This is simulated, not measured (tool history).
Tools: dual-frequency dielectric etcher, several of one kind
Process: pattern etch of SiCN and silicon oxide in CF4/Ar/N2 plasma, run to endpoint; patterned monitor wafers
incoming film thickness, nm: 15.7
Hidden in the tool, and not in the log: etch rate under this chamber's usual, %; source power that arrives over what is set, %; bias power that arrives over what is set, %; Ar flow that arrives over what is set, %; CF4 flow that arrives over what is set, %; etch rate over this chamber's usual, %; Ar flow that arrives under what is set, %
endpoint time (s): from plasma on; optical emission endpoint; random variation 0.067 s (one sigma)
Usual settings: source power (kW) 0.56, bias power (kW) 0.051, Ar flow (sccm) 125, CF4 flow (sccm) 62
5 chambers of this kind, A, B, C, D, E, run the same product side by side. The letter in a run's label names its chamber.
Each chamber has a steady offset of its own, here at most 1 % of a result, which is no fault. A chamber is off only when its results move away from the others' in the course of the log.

run,hour,source power (kW),bias power (kW),Ar flow (sccm),CF4 flow (sccm),hours since the last wet clean,hours since the last source power generator calibration,hours since the last bias power generator calibration,hours since the last Ar flow controller change,hours since the last CF4 flow controller change,endpoint time (s)
# hour 6.9: chamber E: CF4 flow controller replaced
# hour 9.3: chamber B: wet clean of the chamber
1A,15.3,0.56,0.051,125,62,120.4,822.5,1487.2,1618.2,181.2,17.771
2E,28.2,0.56,0.051,125,62,387.3,1910.8,1089.9,3657.2,21.3,17.534
3C,36.1,0.56,0.051,125,62,267.6,452.6,1957,1490.8,559.3,17.884
4D,43.8,0.56,0.051,125,62,248.9,2083.4,559.2,3731.4,3626.5,17.809
5B,52.1,0.56,0.051,125,62,42.9,1536.8,2417.2,1649.7,1112.6,17.955
6C,64.3,0.56,0.051,125,62,295.8,480.8,1985.2,1519,587.5,17.882
7E,73.6,0.56,0.051,125,62,432.7,1956.2,1135.3,3702.6,66.7,17.597
8A,86,0.56,0.051,125,62,191.1,893.2,1557.9,1688.9,251.9,17.77
9B,95.4,0.61,0.051,125,62,86.2,1580.1,2460.5,1693,1155.9,16.695
# hour 99.7: chamber E: wet clean of the chamber
10D,105.8,0.61,0.051,125,62,310.9,2145.4,621.2,3793.4,3688.5,16.382
# hour 112.4: chamber E: source power generator calibrated
11A,117.6,0.61,0.051,125,62,222.7,924.8,1589.5,1720.5,283.5,16.403
12C,129,0.61,0.051,125,62,360.5,545.5,2049.9,1583.7,652.2,16.629
13B,138.7,0.61,0.051,125,62,129.5,1623.4,2503.8,1736.3,1199.2,16.666
14E,147.1,0.56,0.051,125,62,47.4,34.7,1208.8,3776.1,140.2,17.699
15D,157.2,0.56,0.051,125,62,362.3,2196.8,672.6,3844.8,3739.9,17.68
16A,168.3,0.56,0.051,125,62,273.4,975.5,1640.2,1771.2,334.2,17.885
17D,176.8,0.56,0.051,125,62,381.9,2216.4,692.2,3864.4,3759.5,17.467
18C,188.4,0.56,0.051,125,62,419.9,604.9,2109.3,1643.1,711.6,17.894
19B,198.3,0.56,0.051,125,62,189.1,1683,2563.4,1795.9,1258.8,17.846
20E,214.1,0.56,0.051,125,62,114.4,101.7,1275.8,3843.1,207.2,17.587
21B,222.4,0.56,0.039,125,76,213.2,1707.1,2587.5,1820,1282.9,18.702
22C,230,0.56,0.039,125,76,461.5,646.5,2150.9,1684.7,753.2,18.732
23D,244.3,0.56,0.039,125,76,449.4,2283.9,759.7,3931.9,3827,18.011
24A,260.1,0.56,0.039,125,76,365.2,1067.3,1732,1863,426,18.673
25E,272.1,0.56,0.039,125,76,172.4,159.7,1333.8,3901.1,265.2,18.439
26A,280.2,0.56,0.051,125,62,385.3,1087.4,1752.1,1883.1,446.1,17.853
27B,291,0.56,0.051,125,62,281.8,1775.7,2656.1,1888.6,1351.5,17.924
28C,298.6,0.56,0.051,125,62,530.1,715.1,2219.5,1753.3,821.8,17.964
# hour 305.9: chamber B: source power generator calibrated
29D,311.5,0.47,0.045,125,62,516.6,2351.1,826.9,3999.1,3894.2,20.623
30E,321.1,0.47,0.045,125,62,221.4,208.7,1382.8,3950.1,314.2,21.508
31A,329.6,0.47,0.045,125,62,434.7,1136.8,1801.5,1932.5,495.5,21.711
32B,344.1,0.47,0.045,125,62,334.9,38.3,2709.2,1941.7,1404.6,21.788

All 5 chambers run these settings next. Forecast each chamber's results:
33A,355.7,0.56,0.051,125,62,,,,,,?
33B,355.7,0.56,0.051,125,62,,,,,,?
33C,355.7,0.56,0.051,125,62,,,,,,?
33D,355.7,0.56,0.051,125,62,,,,,,?
33E,355.7,0.56,0.051,125,62,,,,,,?

run,endpoint time (s)
33A,17.8
33B,17.822
33C,17.872
33D,16.86
33E,17.621
